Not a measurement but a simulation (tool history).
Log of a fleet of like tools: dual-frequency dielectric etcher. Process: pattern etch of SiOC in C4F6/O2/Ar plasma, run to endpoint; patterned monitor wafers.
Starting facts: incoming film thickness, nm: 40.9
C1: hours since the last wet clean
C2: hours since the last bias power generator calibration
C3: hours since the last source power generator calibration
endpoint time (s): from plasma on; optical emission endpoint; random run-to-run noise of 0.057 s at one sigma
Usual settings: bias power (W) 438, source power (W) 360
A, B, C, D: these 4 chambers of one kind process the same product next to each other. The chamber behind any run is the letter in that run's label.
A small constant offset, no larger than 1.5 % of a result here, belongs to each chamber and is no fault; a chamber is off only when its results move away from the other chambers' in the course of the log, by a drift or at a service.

run 1D hour=2.8 | bias_power_(W)=438 source_power_(W)=360 | C1=39.1 C2=892.0 C3=267.8 | endpoint_time_(s)=15.140
run 2B hour=6.9 | bias_power_(W)=438 source_power_(W)=360 | C1=406.8 C2=1742.0 C3=1872.8 | endpoint_time_(s)=14.859
run 3A hour=10.3 | bias_power_(W)=438 source_power_(W)=360 | C1=288.0 C2=1833.6 C3=405.6 | endpoint_time_(s)=14.976
run 4C hour=13.2 | bias_power_(W)=438 source_power_(W)=360 | C1=110.0 C2=827.7 C3=200.0 | endpoint_time_(s)=14.998
run 5A hour=19.0 | bias_power_(W)=438 source_power_(W)=360 | C1=296.7 C2=1842.3 C3=414.3 | endpoint_time_(s)=15.042
run 6D hour=22.8 | bias_power_(W)=438 source_power_(W)=360 | C1=59.1 C2=912.0 C3=287.8 | endpoint_time_(s)=15.308
run 7C hour=25.5 | bias_power_(W)=438 source_power_(W)=360 | C1=122.3 C2=840.0 C3=212.3 | endpoint_time_(s)=14.978
run 8B hour=29.7 | bias_power_(W)=438 source_power_(W)=360 | C1=429.6 C2=1764.8 C3=1895.6 | endpoint_time_(s)=14.879
run 9D hour=35.4 | bias_power_(W)=438 source_power_(W)=360 | C1=71.7 C2=924.6 C3=300.4 | endpoint_time_(s)=15.111
run 10C hour=38.5 | bias_power_(W)=438 source_power_(W)=360 | C1=135.3 C2=853.0 C3=225.3 | endpoint_time_(s)=15.038
run 11B hour=44.0 | bias_power_(W)=438 source_power_(W)=360 | C1=443.9 C2=1779.1 C3=1909.9 | endpoint_time_(s)=14.911
run 12A hour=47.2 | bias_power_(W)=438 source_power_(W)=360 | C1=324.9 C2=1870.5 C3=442.5 | endpoint_time_(s)=15.004
run 13B hour=51.4 | bias_power_(W)=438 source_power_(W)=360 | C1=451.3 C2=1786.5 C3=1917.3 | endpoint_time_(s)=14.868
run 14C hour=57.0 | bias_power_(W)=438 source_power_(W)=360 | C1=153.8 C2=871.5 C3=243.8 | endpoint_time_(s)=14.952
run 15A hour=59.7 | bias_power_(W)=438 source_power_(W)=360 | C1=337.4 C2=1883.0 C3=455.0 | endpoint_time_(s)=14.967
run 16D hour=63.9 | bias_power_(W)=438 source_power_(W)=360 | C1=100.2 C2=953.1 C3=328.9 | endpoint_time_(s)=15.168
run 17D hour=69.1 | bias_power_(W)=438 source_power_(W)=360 | C1=105.4 C2=958.3 C3=334.1 | endpoint_time_(s)=15.237
run 18C hour=75.0 | bias_power_(W)=438 source_power_(W)=360 | C1=171.8 C2=889.5 C3=261.8 | endpoint_time_(s)=15.028
run 19A hour=79.2 | bias_power_(W)=438 source_power_(W)=360 | C1=356.9 C2=1902.5 C3=474.5 | endpoint_time_(s)=15.032
run 20B hour=84.1 | bias_power_(W)=438 source_power_(W)=360 | C1=484.0 C2=1819.2 C3=1950.0 | endpoint_time_(s)=14.869
-- hour=85.9 chamber B: wet clean of the chamber
run 21B hour=89.0 | bias_power_(W)=438 source_power_(W)=360 | C1=3.2 C2=1824.1 C3=1954.9 | endpoint_time_(s)=14.424
run 22C hour=93.1 | bias_power_(W)=438 source_power_(W)=360 | C1=189.9 C2=907.6 C3=279.9 | endpoint_time_(s)=15.085
-- hour=93.2 chamber A: bias power generator calibrated
run 23D hour=96.8 | bias_power_(W)=438 source_power_(W)=360 | C1=133.1 C2=986.0 C3=361.8 | endpoint_time_(s)=15.150
run 24A hour=101.2 | bias_power_(W)=438 source_power_(W)=360 | C1=378.9 C2=8.1 C3=496.5 | endpoint_time_(s)=14.946
run 25A hour=106.5 | bias_power_(W)=438 source_power_(W)=360 | C1=384.2 C2=13.4 C3=501.8 | endpoint_time_(s)=14.958
run 26B hour=111.2 | bias_power_(W)=438 source_power_(W)=360 | C1=25.4 C2=1846.3 C3=1977.1 | endpoint_time_(s)=14.512
run 27C hour=116.2 | bias_power_(W)=364 source_power_(W)=360 | C1=213.0 C2=930.7 C3=303.0 | endpoint_time_(s)=16.125
run 28D hour=121.4 | bias_power_(W)=364 source_power_(W)=360 | C1=157.7 C2=1010.6 C3=386.4 | endpoint_time_(s)=16.229
run 29C hour=124.4 | bias_power_(W)=364 source_power_(W)=360 | C1=221.2 C2=938.9 C3=311.2 | endpoint_time_(s)=16.046
run 30B hour=129.0 | bias_power_(W)=364 source_power_(W)=360 | C1=43.2 C2=1864.1 C3=1994.9 | endpoint_time_(s)=15.545
run 31D hour=131.8 | bias_power_(W)=438 source_power_(W)=360 | C1=168.1 C2=1021.0 C3=396.8 | endpoint_time_(s)=15.065
run 32A hour=135.6 | bias_power_(W)=438 source_power_(W)=360 | C1=413.3 C2=42.5 C3=530.9 | endpoint_time_(s)=14.967
run 33C hour=139.5 | bias_power_(W)=438 source_power_(W)=360 | C1=236.3 C2=954.0 C3=326.3 | endpoint_time_(s)=14.966
run 34D hour=143.3 | bias_power_(W)=438 source_power_(W)=360 | C1=179.6 C2=1032.5 C3=408.3 | endpoint_time_(s)=15.207
run 35A hour=146.1 | bias_power_(W)=438 source_power_(W)=360 | C1=423.8 C2=53.0 C3=541.4 | endpoint_time_(s)=15.066
run 36B hour=150.3 | bias_power_(W)=438 source_power_(W)=360 | C1=64.5 C2=1885.4 C3=2016.2 | endpoint_time_(s)=14.543
run 37C hour=156.3 | bias_power_(W)=438 source_power_(W)=440 | C1=253.1 C2=970.8 C3=343.1 | endpoint_time_(s)=13.939
run 38A hour=160.9 | bias_power_(W)=438 source_power_(W)=440 | C1=438.6 C2=67.8 C3=556.2 | endpoint_time_(s)=13.916

Decide between three cases: one chamber stands off from its peers, the gauge reading all wafers drifts, or nothing is wrong past each chamber's small offset. Where a chamber is off, say which and what most likely put it there.

Chamber B has stood off from the others ever since a service on it.
Most likely cause: etch rate over this chamber's usual, % = 2.4.

Chamber B could run next with any of the 4 candidate recipes listed below; each alters the usual settings, and their results appear as question marks. Which one brings its results back in line with what the other chambers deliver on the usual settings?
In-line tolerance around the mean of the other chambers on the usual settings: endpoint time (s) 0.200
run 39B-1 hour=165.1 | bias_power_(W)=364 source_power_(W)=360 | endpoint_time_(s)=?
run 39B-2 hour=165.1 | bias_power_(W)=459 source_power_(W)=380 | endpoint_time_(s)=?
run 39B-3 hour=165.1 | bias_power_(W)=474 source_power_(W)=390 | endpoint_time_(s)=?
run 39B-4 hour=165.1 | bias_power_(W)=394 source_power_(W)=360 | endpoint_time_(s)=?

The other chambers' mean on the usual settings: endpoint time (s) 15.071
run=39B-1 endpoint_time_(s)=15.508
run=39B-2 endpoint_time_(s)=13.985
run=39B-3 endpoint_time_(s)=13.688
run=39B-4 endpoint_time_(s)=15.079
39B-4 puts the chamber back in line with the other chambers.
